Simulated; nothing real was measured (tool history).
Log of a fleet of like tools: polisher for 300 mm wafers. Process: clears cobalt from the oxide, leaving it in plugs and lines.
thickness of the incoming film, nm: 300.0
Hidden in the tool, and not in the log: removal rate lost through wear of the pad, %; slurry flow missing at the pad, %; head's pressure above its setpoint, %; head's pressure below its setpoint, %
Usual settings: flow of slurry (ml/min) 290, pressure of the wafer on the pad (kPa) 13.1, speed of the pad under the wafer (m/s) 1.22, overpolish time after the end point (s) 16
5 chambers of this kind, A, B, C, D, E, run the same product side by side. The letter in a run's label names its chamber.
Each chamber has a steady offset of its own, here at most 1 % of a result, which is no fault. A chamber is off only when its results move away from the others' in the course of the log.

| run | hour | flow of slurry (ml/min) | pressure of the wafer on the pad (kPa) | speed of the pad under the wafer (m/s) | overpolish time after the end point (s) | wafers polished on this pad | hours since the slurry nozzle was cleaned | hours since the head pressure was calibrated | time until the end point was called (s) | dishing of a wide line in a test structure (Å) |
|---|---|---|---|---|---|---|---|---|---|---|
|  | 2.0 | chamber B: worn pad replaced by a new one |
| 1E | 4.0 | 290 | 13.1 | 1.22 | 16 | 600 | 78.0 | 330.7 | 55.496 | 441.50 |
|  | 6.7 | chamber A: head pressure recalibrated |
| 2D | 6.9 | 290 | 13.1 | 1.22 | 16 | 1093 | 713.9 | 409.9 | 57.041 | 444.56 |
|  | 10.8 | chamber E: worn pad replaced by a new one |
| 3C | 11.9 | 290 | 13.1 | 1.22 | 16 | 220 | 361.4 | 816.2 | 55.568 | 436.68 |
| 4B | 15.7 | 290 | 13.1 | 1.22 | 16 | 170 | 337.2 | 448.6 | 55.483 | 452.56 |
| 5A | 20.5 | 290 | 13.1 | 1.22 | 16 | 1052 | 226.0 | 13.9 | 56.560 | 437.01 |
| 6E | 24.2 | 290 | 13.1 | 1.22 | 16 | 166 | 98.2 | 350.9 | 55.437 | 450.76 |
|  | 28.4 | chamber D: worn pad replaced by a new one |
| 7A | 28.5 | 290 | 13.1 | 1.22 | 16 | 1151 | 234.0 | 21.9 | 56.494 | 443.70 |
| 8C | 32.4 | 290 | 13.1 | 1.22 | 16 | 474 | 381.9 | 836.7 | 56.630 | 441.58 |
| 9D | 35.6 | 290 | 13.1 | 1.22 | 16 | 89 | 742.6 | 438.6 | 55.370 | 442.16 |
|  | 37.2 | chamber D: head pressure recalibrated |
| 10B | 39.4 | 290 | 13.1 | 1.22 | 16 | 463 | 360.9 | 472.3 | 55.835 | 444.19 |
| 11B | 42.3 | 290 | 13.1 | 1.22 | 16 | 499 | 363.8 | 475.2 | 56.320 | 440.32 |
| 12E | 46.3 | 290 | 13.1 | 1.22 | 16 | 439 | 120.3 | 373.0 | 56.056 | 442.57 |
|  | 47.8 | chamber B: worn pad replaced by a new one |
| 13A | 50.5 | 290 | 13.1 | 1.22 | 16 | 1424 | 256.0 | 43.9 | 55.729 | 438.89 |
| 14C | 55.1 | 290 | 13.1 | 1.22 | 16 | 755 | 404.6 | 859.4 | 55.254 | 446.36 |
| 15D | 59.7 | 290 | 13.1 | 1.22 | 16 | 387 | 766.7 | 22.5 | 56.017 | 439.46 |
|  | 61.8 | chamber E: worn pad replaced by a new one |
| 16B | 64.3 | 290 | 13.1 | 1.22 | 16 | 204 | 385.8 | 497.2 | 56.390 | 447.72 |
|  | 66.7 | chamber A: worn pad replaced by a new one |
| 17E | 67.1 | 290 | 13.1 | 1.22 | 16 | 66 | 141.1 | 393.8 | 56.643 | 453.00 |
|  | 69.5 | chamber C: worn pad replaced by a new one |
| 18C | 71.4 | 290 | 13.1 | 1.22 | 16 | 23 | 420.9 | 875.7 | 56.128 | 445.61 |
| 19A | 75.8 | 290 | 13.1 | 1.22 | 16 | 113 | 281.3 | 69.2 | 57.876 | 444.36 |
| 20D | 80.7 | 290 | 13.1 | 1.22 | 16 | 648 | 787.7 | 43.5 | 55.578 | 446.61 |
| 21C | 86.1 | 290 | 13.1 | 1.22 | 16 | 205 | 435.6 | 890.4 | 57.505 | 441.04 |
| 22E | 91.5 | 290 | 13.1 | 1.22 | 16 | 368 | 165.5 | 418.2 | 56.765 | 443.51 |
|  | 93.4 | chamber B: head pressure recalibrated |
|  | 93.7 | chamber B: worn pad replaced by a new one |
| 23D | 96.6 | 290 | 13.1 | 1.54 | 16 | 844 | 803.6 | 59.4 | 45.015 | 492.61 |
| 24A | 101.4 | 290 | 13.1 | 1.54 | 16 | 430 | 306.9 | 94.8 | 45.806 | 480.44 |
| 25B | 105.2 | 290 | 13.1 | 1.54 | 16 | 142 | 426.7 | 11.9 | 49.433 | 475.05 |
|  | 109.0 | chamber D: slurry nozzle cleaned |
| 26C | 110.6 | 290 | 13.1 | 1.54 | 16 | 509 | 460.1 | 914.9 | 44.162 | 490.11 |
|  | 115.2 | chamber E: worn pad replaced by a new one |
| 27B | 115.5 | 290 | 13.1 | 1.54 | 16 | 270 | 437.0 | 22.2 | 48.701 | 468.49 |
| 28E | 119.9 | 290 | 13.1 | 1.22 | 16 | 58 | 193.9 | 446.6 | 55.191 | 439.15 |
| 29D | 124.2 | 290 | 13.1 | 1.22 | 16 | 1186 | 15.3 | 87.0 | 57.698 | 444.91 |
|  | 126.2 | chamber D: worn pad replaced by a new one |
| 30A | 128.6 | 290 | 13.1 | 1.22 | 16 | 767 | 334.1 | 122.0 | 56.827 | 435.11 |
|  | 132.4 | chamber B: worn pad replaced by a new one |
| 31E | 134.1 | 290 | 13.1 | 1.22 | 16 | 234 | 208.1 | 460.8 | 56.851 | 449.77 |
| 32C | 137.5 | 290 | 13.1 | 1.22 | 16 | 842 | 487.0 | 941.8 | 55.947 | 444.54 |
| 33D | 142.5 | 290 | 13.1 | 1.22 | 16 | 202 | 33.6 | 105.3 | 57.108 | 440.87 |
| 34B | 145.4 | 290 | 13.1 | 1.22 | 16 | 161 | 466.9 | 52.1 | 62.233 | 421.91 |
|  | 148.6 | chamber C: worn pad replaced by a new one |
| 35A | 149.8 | 290 | 13.1 | 1.22 | 16 | 1030 | 355.3 | 143.2 | 56.917 | 447.09 |
| 36E | 155.4 | 290 | 13.1 | 1.22 | 16 | 498 | 229.4 | 482.1 | 56.257 | 445.24 |
| 37B | 159.4 | 290 | 13.1 | 1.22 | 16 | 335 | 480.9 | 66.1 | 61.335 | 420.35 |
| 38C | 163.9 | 290 | 13.1 | 1.22 | 16 | 190 | 513.4 | 968.2 | 57.153 | 435.77 |
| 39D | 168.9 | 290 | 13.1 | 1.22 | 16 | 529 | 60.0 | 131.7 | 55.642 | 442.36 |
| 40A | 172.9 | 290 | 13.1 | 1.22 | 16 | 1316 | 378.4 | 166.3 | 57.352 | 451.18 |
| 41B | 176.3 | 290 | 13.1 | 1.22 | 16 | 544 | 497.8 | 83.0 | 62.111 | 431.32 |

All 5 chambers run these settings next. Forecast each chamber's results:
| 42A | 180.5 | 290 | 13.1 | 1.22 | 7 |  |  |  | ? | ? |
| 42B | 180.5 | 290 | 13.1 | 1.22 | 7 |  |  |  | ? | ? |
| 42C | 180.5 | 290 | 13.1 | 1.22 | 7 |  |  |  | ? | ? |
| 42D | 180.5 | 290 | 13.1 | 1.22 | 7 |  |  |  | ? | ? |
| 42E | 180.5 | 290 | 13.1 | 1.22 | 7 |  |  |  | ? | ? |

| run | time until the end point was called (s) | dishing of a wide line in a test structure (Å) |
|---|---|---|
| 42A | 57.076 | 272.75 |
| 42B | 61.922 | 253.05 |
| 42C | 56.452 | 272.04 |
| 42D | 56.474 | 269.40 |
| 42E | 56.371 | 279.12 |
